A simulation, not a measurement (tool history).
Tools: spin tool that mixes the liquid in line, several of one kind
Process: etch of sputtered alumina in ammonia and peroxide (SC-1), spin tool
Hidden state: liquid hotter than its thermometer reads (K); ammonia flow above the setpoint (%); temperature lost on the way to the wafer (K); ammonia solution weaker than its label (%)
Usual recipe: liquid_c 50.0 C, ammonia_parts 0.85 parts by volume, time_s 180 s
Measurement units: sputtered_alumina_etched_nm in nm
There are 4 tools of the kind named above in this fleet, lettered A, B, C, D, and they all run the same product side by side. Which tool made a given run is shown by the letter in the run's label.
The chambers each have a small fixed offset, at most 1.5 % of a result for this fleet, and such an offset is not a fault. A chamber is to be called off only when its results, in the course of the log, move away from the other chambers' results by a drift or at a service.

run,day,liquid_c,ammonia_parts,time_s,hours since the thermometer was replaced,hours since the ammonia flow meter was replaced,hours since the heated supply line was repaired,hours since the drum of ammonia solution was connected,"read-back film thickness of the sputtered alumina reference wafer, read on the same gauge (nm)",sputtered_alumina_etched_nm
1D,0.450,50.0,0.85,180,434.4,1976.9,2465.5,709.1,130.00,11.7650
# day 0.604: chamber B: new drum of ammonia solution connected
2A,0.792,50.0,0.85,180,163.1,995.0,2489.9,376.7,129.98,11.5970
3C,1.100,50.0,0.85,180,1082.9,1222.9,555.1,634.8,129.96,11.6130
4B,1.454,50.0,0.85,180,84.2,823.9,920.5,20.4,129.99,11.7850
5C,1.883,50.0,0.85,180,1101.7,1241.7,573.9,653.6,129.99,11.4500
6A,2.242,50.0,0.85,180,197.9,1029.8,2524.7,411.5,130.02,11.5550
7B,2.742,50.0,0.85,180,115.1,854.8,951.4,51.3,130.02,11.5650
# day 2.892: chamber C: new drum of ammonia solution connected
8D,3.150,50.0,0.85,180,499.2,2041.7,2530.3,773.9,130.00,11.5850
9C,3.383,50.0,0.85,180,1137.7,1277.7,609.9,11.8,130.03,11.5140
10D,3.612,50.0,0.85,180,510.3,2052.8,2541.4,785.0,130.01,11.6900
11A,3.992,50.0,0.85,180,239.9,1071.8,2566.7,453.5,130.02,11.5110
12B,4.458,50.0,0.85,180,156.3,896.0,992.6,92.5,129.99,11.8220
13B,4.725,50.0,0.85,180,162.7,902.4,999.0,98.9,130.01,11.7710
14D,5.033,50.0,0.85,180,544.4,2086.9,2575.5,819.1,129.98,11.6690
15A,5.421,45.0,0.85,180,274.2,1106.1,2601.0,487.8,129.99,8.8659
16C,5.746,45.0,0.85,180,1194.4,1334.4,666.6,68.5,130.00,8.6245
17D,6.008,45.0,0.85,180,567.8,2110.3,2598.9,842.5,129.99,8.8218
18B,6.358,45.0,0.85,180,201.9,941.6,1038.2,138.1,130.02,8.9161
19A,6.829,50.0,0.85,180,308.0,1139.9,2634.8,521.6,129.99,11.6590
20C,7.171,53.5,0.85,275,1228.6,1368.6,700.8,102.7,130.01,20.6960
21D,7.538,53.5,0.85,275,604.5,2147.0,2635.6,879.2,129.99,21.7540
22A,7.758,53.5,0.85,275,330.3,1162.2,2657.1,543.9,129.99,21.3690
23C,8.038,53.5,0.85,275,1249.4,1389.4,721.6,123.5,130.01,20.5640
# day 8.396: chamber B: new drum of ammonia solution connected
24B,8.496,50.0,0.85,180,253.2,992.9,1089.5,2.5,130.01,11.8250
25D,8.975,50.0,0.85,180,639.0,2181.5,2670.1,913.7,129.99,11.7320
26A,9.425,50.0,0.85,180,370.3,1202.2,2697.1,583.9,130.02,11.5800
27C,9.717,50.0,1.10,180,1289.7,1429.7,761.9,163.8,129.99,11.0660
28B,9.938,50.0,1.10,180,287.8,1027.5,1124.1,37.1,130.00,11.8930
29C,10.258,50.0,1.10,180,1302.7,1442.7,774.9,176.8,130.04,11.0440
30B,10.642,50.0,1.10,180,304.7,1044.4,1141.0,54.0,129.98,12.1760
31D,10.908,50.0,0.85,180,685.4,2227.9,2716.5,960.1,130.01,11.6420
# day 11.292: chamber D: new drum of ammonia solution connected
32A,11.383,50.0,0.85,180,417.3,1249.2,2744.1,630.9,129.99,11.5700
33D,11.717,50.0,0.85,180,704.8,2247.3,2735.9,10.2,130.00,11.7740
34A,12.104,50.0,0.85,180,434.6,1266.5,2761.4,648.2,130.02,11.5050
# day 12.254: chamber B: ammonia flow meter replaced
35B,12.338,50.0,0.85,180,345.4,2.1,1181.7,94.7,130.01,11.8340
36C,12.721,50.0,0.85,180,1361.8,1501.8,834.0,235.9,130.02,10.3850
37C,13.158,50.0,0.85,180,1372.3,1512.3,844.5,246.4,129.98,10.4870
38B,13.629,50.0,0.85,180,376.4,33.1,1212.7,125.7,130.01,11.6420
39D,14.029,50.0,0.85,180,760.3,2302.8,2791.4,65.7,130.00,11.6420
40A,14.267,50.0,0.85,180,486.5,1318.4,2813.3,700.1,129.99,11.4390
41C,14.562,50.0,0.85,180,1406.0,1546.0,878.2,280.1,130.01,10.2920
42A,15.046,50.0,0.85,180,505.2,1337.1,2832.0,718.8,129.99,11.4050
43D,15.296,50.0,0.85,180,790.7,2333.2,2821.8,96.1,130.00,11.6350

Next, all 4 chambers run the settings below, one line each with question marks for the results. What does each chamber give?
44A,15.654,50.0,0.85,180,,,,,,?
44B,15.654,50.0,0.85,180,,,,,,?
44C,15.654,50.0,0.85,180,,,,,,?
44D,15.654,50.0,0.85,180,,,,,,?

run,sputtered_alumina_etched_nm
44A,11.6710
44B,11.6390
44C,10.2400
44D,11.7360
